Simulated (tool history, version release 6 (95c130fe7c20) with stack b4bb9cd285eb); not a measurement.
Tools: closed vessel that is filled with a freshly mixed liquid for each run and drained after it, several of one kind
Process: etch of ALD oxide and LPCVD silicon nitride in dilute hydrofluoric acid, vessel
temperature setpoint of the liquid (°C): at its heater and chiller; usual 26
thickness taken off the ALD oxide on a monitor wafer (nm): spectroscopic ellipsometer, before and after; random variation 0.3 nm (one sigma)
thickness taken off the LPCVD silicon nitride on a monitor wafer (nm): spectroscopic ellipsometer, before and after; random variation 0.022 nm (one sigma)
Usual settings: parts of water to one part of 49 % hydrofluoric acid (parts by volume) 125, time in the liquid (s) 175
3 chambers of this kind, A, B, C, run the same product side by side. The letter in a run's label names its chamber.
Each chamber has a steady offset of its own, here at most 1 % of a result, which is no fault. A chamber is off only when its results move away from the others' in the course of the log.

run	hour	temperature setpoint of the liquid (°C)	parts of water to one part of 49 % hydrofluoric acid (parts by volume)	time in the liquid (s)	read-back film thickness of the ALD oxide reference wafer, read on the same gauge (nm)	read-back film thickness of the LPCVD silicon nitride reference wafer, read on the same gauge (nm)	thickness taken off the ALD oxide on a monitor wafer (nm)	thickness taken off the LPCVD silicon nitride on a monitor wafer (nm)
1B	12.2	26	125	175	79.980	29.997	34.348	0.70009
2C	19.2	26	125	175	80.038	30.024	34.292	0.71818
3A	31.4	26	125	175	80.001	29.998	33.678	0.72790
4A	39.3	26	125	175	80.031	30.007	34.117	0.70076
5C	49.7	26	125	175	80.017	30.012	33.739	0.75522
6B	57.6	26	125	175	80.045	30.020	34.165	0.75174
7A	68.5	26	125	175	79.973	30.014	33.754	0.74586
8B	80.6	26	125	175	79.998	30.042	34.163	0.72791
9C	91.6	26	125	175	79.992	29.952	33.867	0.76555
10B	99.1	26	125	175	79.955	29.994	34.703	0.76254
11A	104.8	26	125	175	80.003	30.039	34.686	0.73627
12C	110.7	26	165	175	80.025	30.000	24.479	0.59196
13C	117.8	26	165	175	79.960	30.016	24.468	0.56205
14B	127.9	26	165	175	79.987	30.003	24.700	0.59093
15A	134.5	26	125	175	80.002	29.992	34.115	0.73489
16C	140.7	21	125	175	79.994	29.971	27.931	0.51616
17A	149.6	21	125	175	79.973	30.043	28.372	0.51679
18B	155.0	21	125	175	80.006	29.989	27.573	0.53008
19C	166.6	26	125	175	80.023	30.011	33.783	0.72253
20A	172.9	26	125	175	79.964	29.974	34.021	0.76583
21B	183.8	26	125	175	80.031	29.980	33.316	0.72334
22B	195.0	26	125	270	79.957	29.991	51.375	1.16190
23A	203.6	26	125	270	79.960	30.023	52.420	1.14350
24C	212.9	26	125	270	80.018	30.018	51.883	1.11880
25A	218.7	26	125	175	79.982	29.967	34.267	0.73141
26B	227.8	26	125	175	79.991	30.007	33.099	0.74307
27C	234.3	26	125	175	79.980	30.018	34.113	0.73476
# hour 238.9: chamber C: hydrofluoric acid flow meter replaced
28A	243.6	26	125	175	80.017	29.967	34.309	0.75705
29C	250.4	26	125	115	80.029	30.009	22.371	0.48377
30B	257.0	26	125	115	80.006	29.984	21.403	0.43342
31B	262.8	26	125	115	79.996	29.987	21.395	0.47115
32C	272.4	26	70	220	80.004	29.993	82.495	1.59300
33A	281.0	26	70	220	79.995	30.014	83.514	1.67380

What goes on in this fleet: one chamber off, a drifting gauge, or nothing beyond the chambers' own small offsets? Name the chamber and the cause, if any.

Chamber B drifts away from the others.
Cause: hydrofluoric acid flow below the setpoint (%) = 6.03.

Here are 4 candidates for chamber B's next run, each the usual settings with a change, their results left as question marks. Which one brings its results back in line with what the others give on the usual settings?
In line means no further than this from the other chambers' mean on the usual settings: thickness taken off the ALD oxide on a monitor wafer (nm) 1.100; thickness taken off the LPCVD silicon nitride on a monitor wafer (nm) 0.07700
34B-1	289.9	26	115	185			?	?
34B-2	289.9	26	120	180			?	?
34B-3	289.9	26	130	170			?	?
34B-4	289.9	26	135	165			?	?

The other chambers' mean on the usual settings: thickness taken off the ALD oxide on a monitor wafer (nm) 34.243; thickness taken off the LPCVD silicon nitride on a monitor wafer (nm) 0.74216
run	thickness taken off the ALD oxide on a monitor wafer (nm)	thickness taken off the LPCVD silicon nitride on a monitor wafer (nm)
34B-1	37.091	0.78397
34B-2	34.385	0.73163
34B-3	29.629	0.63878
34B-4	27.532	0.59742
34B-2 brings the chamber back in line.
